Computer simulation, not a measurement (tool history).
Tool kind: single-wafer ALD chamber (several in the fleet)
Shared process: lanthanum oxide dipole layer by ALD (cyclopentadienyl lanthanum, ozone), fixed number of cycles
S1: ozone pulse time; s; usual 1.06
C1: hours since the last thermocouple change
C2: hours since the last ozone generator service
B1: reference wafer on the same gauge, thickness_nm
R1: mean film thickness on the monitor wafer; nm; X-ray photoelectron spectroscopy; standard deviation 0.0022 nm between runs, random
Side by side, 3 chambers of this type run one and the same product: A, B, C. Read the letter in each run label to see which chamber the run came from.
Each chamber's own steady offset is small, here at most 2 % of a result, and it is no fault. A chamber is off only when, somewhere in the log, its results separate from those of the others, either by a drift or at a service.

Run 1A, hour 7.3: usual settings; C1 345.4; C2 165.3; B1 0.44819. Result: R1 0.52170 nm.
Run 2B, hour 19.0: usual settings; C1 2284.3; C2 751.1; B1 0.44800. Result: R1 0.50880 nm.
Run 3C, hour 34.1: usual settings; C1 1468.0; C2 295.1; B1 0.44814. Result: R1 0.50605 nm.
Run 4C, hour 48.4: usual settings; C1 1482.3; C2 309.4; B1 0.44812. Result: R1 0.50544 nm.
Run 5B, hour 64.0: usual settings; C1 2329.3; C2 796.1; B1 0.44809. Result: R1 0.50303 nm.
Run 6A, hour 75.3: usual settings; C1 413.4; C2 233.3; B1 0.44830. Result: R1 0.51865 nm.
Run 7B, hour 85.3: usual settings; C1 2350.6; C2 817.4; B1 0.44757. Result: R1 0.50356 nm.
Run 8A, hour 95.9: usual settings; C1 434.0; C2 253.9; B1 0.44813. Result: R1 0.52035 nm.
Run 9C, hour 107.4: usual settings; C1 1541.3; C2 368.4; B1 0.44816. Result: R1 0.50274 nm.
Run 10C, hour 120.9: usual settings; C1 1554.8; C2 381.9; B1 0.44852. Result: R1 0.50325 nm.
Run 11A, hour 135.0: usual settings; C1 473.1; C2 293.0; B1 0.44819. Result: R1 0.51802 nm.
At hour 146.7: chamber C: thermocouple changed; heater temperature recalibrated.
Run 12B, hour 147.6: usual settings; C1 2412.9; C2 879.7; B1 0.44814. Result: R1 0.50214 nm.
Run 13A, hour 158.1: usual settings; C1 496.2; C2 316.1; B1 0.44741. Result: R1 0.51704 nm.
Run 14C, hour 166.7: usual settings; C1 20.0; C2 427.7; B1 0.44814. Result: R1 0.50666 nm.
Run 15B, hour 181.4: usual settings; C1 2446.7; C2 913.5; B1 0.44841. Result: R1 0.50351 nm.
Run 16B, hour 194.3: usual settings; C1 2459.6; C2 926.4; B1 0.44748. Result: R1 0.50404 nm.
Run 17A, hour 202.4: usual settings; C1 540.5; C2 360.4; B1 0.44819. Result: R1 0.51519 nm.
Run 18C, hour 215.2: usual settings; C1 68.5; C2 476.2; B1 0.44796. Result: R1 0.50538 nm.
Run 19B, hour 225.2: usual settings but S1 1.36 s; C1 2490.5; C2 957.3; B1 0.44811. Result: R1 0.53657 nm.
Run 20A, hour 238.4: usual settings but S1 1.36 s; C1 576.5; C2 396.4; B1 0.44786. Result: R1 0.54924 nm.
Run 21C, hour 251.1: usual settings but S1 1.36 s; C1 104.4; C2 512.1; B1 0.44781. Result: R1 0.53571 nm.
Run 22B, hour 265.0: usual settings; C1 2530.3; C2 997.1; B1 0.44813. Result: R1 0.50598 nm.
Run 23A, hour 272.0: usual settings; C1 610.1; C2 430.0; B1 0.44719. Result: R1 0.51822 nm.
Run 24C, hour 283.1: usual settings; C1 136.4; C2 544.1; B1 0.44778. Result: R1 0.50933 nm.
Run 25B, hour 293.4: usual settings; C1 2558.7; C2 1025.5; B1 0.44814. Result: R1 0.50500 nm.
Run 26A, hour 306.0: usual settings; C1 644.1; C2 464.0; B1 0.44790. Result: R1 0.51554 nm.
Run 27C, hour 320.1: usual settings; C1 173.4; C2 581.1; B1 0.44830. Result: R1 0.50893 nm.
Run 28A, hour 332.2: usual settings; C1 670.3; C2 490.2; B1 0.44789. Result: R1 0.51593 nm.
Run 29C, hour 348.0: usual settings but S1 1.28 s; C1 201.3; C2 609.0; B1 0.44792. Result: R1 0.52684 nm.
Run 30B, hour 355.2: usual settings but S1 1.28 s; C1 2620.5; C2 1087.3; B1 0.44735. Result: R1 0.52791 nm.
Run 31A, hour 362.0: usual settings but S1 1.28 s; C1 700.1; C2 520.0; B1 0.44812. Result: R1 0.54652 nm.
Run 32B, hour 372.4: usual settings; C1 2637.7; C2 1104.5; B1 0.44814. Result: R1 0.50662 nm.
Run 33C, hour 388.2: usual settings; C1 241.5; C2 649.2; B1 0.44763. Result: R1 0.50961 nm.

Does one chamber stand apart from the rest, does the shared gauge drift, or is all well apart from small per-chamber offsets? Give the chamber and the most likely cause, where there is one.

The fleet is healthy, with each chamber sitting at its usual small offset and no drift in the gauge.
